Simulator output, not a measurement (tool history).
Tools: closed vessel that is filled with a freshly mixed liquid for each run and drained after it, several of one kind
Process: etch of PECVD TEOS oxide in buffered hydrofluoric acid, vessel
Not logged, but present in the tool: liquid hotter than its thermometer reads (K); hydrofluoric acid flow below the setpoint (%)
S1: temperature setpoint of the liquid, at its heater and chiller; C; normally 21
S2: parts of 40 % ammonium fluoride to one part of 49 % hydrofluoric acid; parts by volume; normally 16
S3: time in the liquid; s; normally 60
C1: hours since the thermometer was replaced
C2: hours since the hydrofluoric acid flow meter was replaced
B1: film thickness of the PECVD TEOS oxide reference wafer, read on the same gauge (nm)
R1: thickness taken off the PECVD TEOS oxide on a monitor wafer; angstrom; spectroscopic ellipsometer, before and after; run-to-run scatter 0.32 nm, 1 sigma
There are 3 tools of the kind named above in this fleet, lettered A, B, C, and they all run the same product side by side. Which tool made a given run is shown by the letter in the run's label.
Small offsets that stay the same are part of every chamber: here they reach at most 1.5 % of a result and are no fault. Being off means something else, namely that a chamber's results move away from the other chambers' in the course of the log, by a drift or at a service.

{"run": "1C", "hour": 6.2, "S1": 21, "S2": 16, "S3": 60, "C1": 2169.8, "C2": 877.8, "B1": 80.002, "R1": 870}
{"run": "2A", "hour": 11.8, "S1": 21, "S2": 16, "S3": 60, "C1": 496.1, "C2": 456.3, "B1": 79.995, "R1": 859.52}
{"run": "3B", "hour": 21.1, "S1": 21, "S2": 16, "S3": 60, "C1": 276.5, "C2": 231.7, "B1": 80, "R1": 865.77}
{"run": "4A", "hour": 28.4, "S1": 21, "S2": 16, "S3": 60, "C1": 512.7, "C2": 472.9, "B1": 80.001, "R1": 861.48}
{"run": "5B", "hour": 34.6, "S1": 21, "S2": 16, "S3": 60, "C1": 290, "C2": 245.2, "B1": 80.007, "R1": 868.31}
{"run": "6C", "hour": 41.3, "S1": 25, "S2": 16, "S3": 60, "C1": 2204.9, "C2": 912.9, "B1": 79.973, "R1": 1078.8}
{"run": "7B", "hour": 47.0, "S1": 25, "S2": 16, "S3": 60, "C1": 302.4, "C2": 257.6, "B1": 80.013, "R1": 1078.4}
{"run": "8A", "hour": 55.8, "S1": 25, "S2": 16, "S3": 60, "C1": 540.1, "C2": 500.3, "B1": 80.002, "R1": 1070}
{"run": "9C", "hour": 65.3, "S1": 21, "S2": 16, "S3": 60, "C1": 2228.9, "C2": 936.9, "B1": 79.988, "R1": 870.95}
{"run": "10B", "hour": 73.4, "S1": 21, "S2": 16, "S3": 60, "C1": 328.8, "C2": 284, "B1": 79.987, "R1": 869.26}
{"run": "11A", "hour": 84.7, "S1": 21, "S2": 16, "S3": 60, "C1": 569, "C2": 529.2, "B1": 80.009, "R1": 858.45}
{"run": "12C", "hour": 95.1, "S1": 21, "S2": 16, "S3": 60, "C1": 2258.7, "C2": 966.7, "B1": 79.996, "R1": 871.52}
{"run": "13C", "hour": 102.0, "S1": 17.5, "S2": 16, "S3": 90, "C1": 2265.6, "C2": 973.6, "B1": 80.011, "R1": 1069.5}
{"run": "14B", "hour": 113.6, "S1": 17.5, "S2": 16, "S3": 90, "C1": 369, "C2": 324.2, "B1": 80.008, "R1": 1072.9}
{"run": "15A", "hour": 125.2, "S1": 17.5, "S2": 16, "S3": 90, "C1": 609.5, "C2": 569.7, "B1": 80.001, "R1": 1052.8}
{"run": "16A", "hour": 131.9, "S1": 21, "S2": 16, "S3": 60, "C1": 616.2, "C2": 576.4, "B1": 80.012, "R1": 856.91}
{"run": "17B", "hour": 140.6, "S1": 21, "S2": 16, "S3": 60, "C1": 396, "C2": 351.2, "B1": 80.006, "R1": 869.34}
{"run": "18C", "hour": 147.2, "S1": 21, "S2": 16, "S3": 60, "C1": 2310.8, "C2": 1018.8, "B1": 79.976, "R1": 869.01}
{"run": "19A", "hour": 157.8, "S1": 21, "S2": 22, "S3": 30, "C1": 642.1, "C2": 602.3, "B1": 80.014, "R1": 320.17}
{"run": "20B", "hour": 165.2, "S1": 21, "S2": 22, "S3": 30, "C1": 420.6, "C2": 375.8, "B1": 80.013, "R1": 325.85}
{"run": "21C", "hour": 175.9, "S1": 21, "S2": 22, "S3": 30, "C1": 2339.5, "C2": 1047.5, "B1": 79.992, "R1": 326.98}
{"run": "22A", "hour": 181.2, "S1": 21, "S2": 16, "S3": 60, "C1": 665.5, "C2": 625.7, "B1": 80.006, "R1": 847.81}
{"run": "23B", "hour": 191.2, "S1": 21, "S2": 16, "S3": 60, "C1": 446.6, "C2": 401.8, "B1": 80.019, "R1": 863.73}
{"run": "24C", "hour": 196.9, "S1": 21, "S2": 16, "S3": 60, "C1": 2360.5, "C2": 1068.5, "B1": 79.994, "R1": 870.87}
{"run": "25C", "hour": 206.2, "S1": 21, "S2": 16, "S3": 60, "C1": 2369.8, "C2": 1077.8, "B1": 80.006, "R1": 868.9}
{"run": "26B", "hour": 214.0, "S1": 21, "S2": 16, "S3": 60, "C1": 469.4, "C2": 424.6, "B1": 80.004, "R1": 873.5}
{"hour": 214.1, "done": "chamber C: hydrofluoric acid flow meter replaced"}
{"run": "27A", "hour": 219.9, "S1": 21, "S2": 16, "S3": 60, "C1": 704.2, "C2": 664.4, "B1": 80, "R1": 845.21}
{"run": "28C", "hour": 226.6, "S1": 21, "S2": 16, "S3": 60, "C1": 2390.2, "C2": 12.5, "B1": 80.004, "R1": 868.07}
{"run": "29B", "hour": 233.1, "S1": 21, "S2": 16, "S3": 60, "C1": 488.5, "C2": 443.7, "B1": 80.007, "R1": 867.2}
{"run": "30A", "hour": 239.7, "S1": 21, "S2": 16, "S3": 60, "C1": 724, "C2": 684.2, "B1": 79.991, "R1": 844.72}
{"run": "31C", "hour": 250.7, "S1": 21, "S2": 16, "S3": 60, "C1": 2414.3, "C2": 36.6, "B1": 80.023, "R1": 867.27}
{"run": "32A", "hour": 256.8, "S1": 17, "S2": 16, "S3": 90, "C1": 741.1, "C2": 701.3, "B1": 79.983, "R1": 1005.3}
{"run": "33B", "hour": 265.2, "S1": 17, "S2": 16, "S3": 90, "C1": 520.6, "C2": 475.8, "B1": 80.004, "R1": 1043.1}
{"run": "34B", "hour": 274.7, "S1": 17, "S2": 16, "S3": 90, "C1": 530.1, "C2": 485.3, "B1": 80.019, "R1": 1040.6}
{"run": "35A", "hour": 284.5, "S1": 21, "S2": 16, "S3": 60, "C1": 768.8, "C2": 729, "B1": 80.003, "R1": 839.24}
{"run": "36C", "hour": 294.0, "S1": 21, "S2": 16, "S3": 60, "C1": 2457.6, "C2": 79.9, "B1": 80.011, "R1": 871.99}
{"run": "37A", "hour": 305.6, "S1": 21, "S2": 16, "S3": 60, "C1": 789.9, "C2": 750.1, "B1": 79.988, "R1": 845}
{"run": "38B", "hour": 313.2, "S1": 21, "S2": 16, "S3": 60, "C1": 568.6, "C2": 523.8, "B1": 80.006, "R1": 872.24}
{"run": "39C", "hour": 320.5, "S1": 21, "S2": 16, "S3": 60, "C1": 2484.1, "C2": 106.4, "B1": 79.996, "R1": 871.02}

Read the log: is a single chamber off, either drifting away or since a service, is the gauge that measures every chamber drifting, or is nothing wrong beyond small per-chamber offsets? Name any odd chamber and what most likely caused it.

One chamber, A, drifts off from the rest bit by bit.
Most likely cause: hydrofluoric acid flow below the setpoint (%) = 2.32.
The log may not separate it from: liquid colder than its thermometer reads (K).

Below are 4 candidate recipes for chamber A's next run, each the usual settings with a change, their results shown as question marks. Which of them brings A's results back in line with what the other chambers give on the usual settings?
To be in line, a result may differ from the other chambers' mean on the usual settings by at most: R1 11 angstrom
{"run": "40A-1", "hour": 329.0, "S1": 21, "S2": 15.5, "S3": 60, "R1": "?"}
{"run": "40A-2", "hour": 329.0, "S1": 21, "S2": 16.5, "S3": 60, "R1": "?"}
{"run": "40A-3", "hour": 329.0, "S1": 21.5, "S2": 15.5, "S3": 60, "R1": "?"}
{"run": "40A-4", "hour": 329.0, "S1": 21, "S2": 17, "S3": 60, "R1": "?"}

The mean the other chambers reach with the usual settings: R1 868.23 angstrom
run=40A-1 R1=867.54
run=40A-2 R1=815.55
run=40A-3 R1=891.51
run=40A-4 R1=791.8
40A-1 puts the chamber back in line with the other chambers.
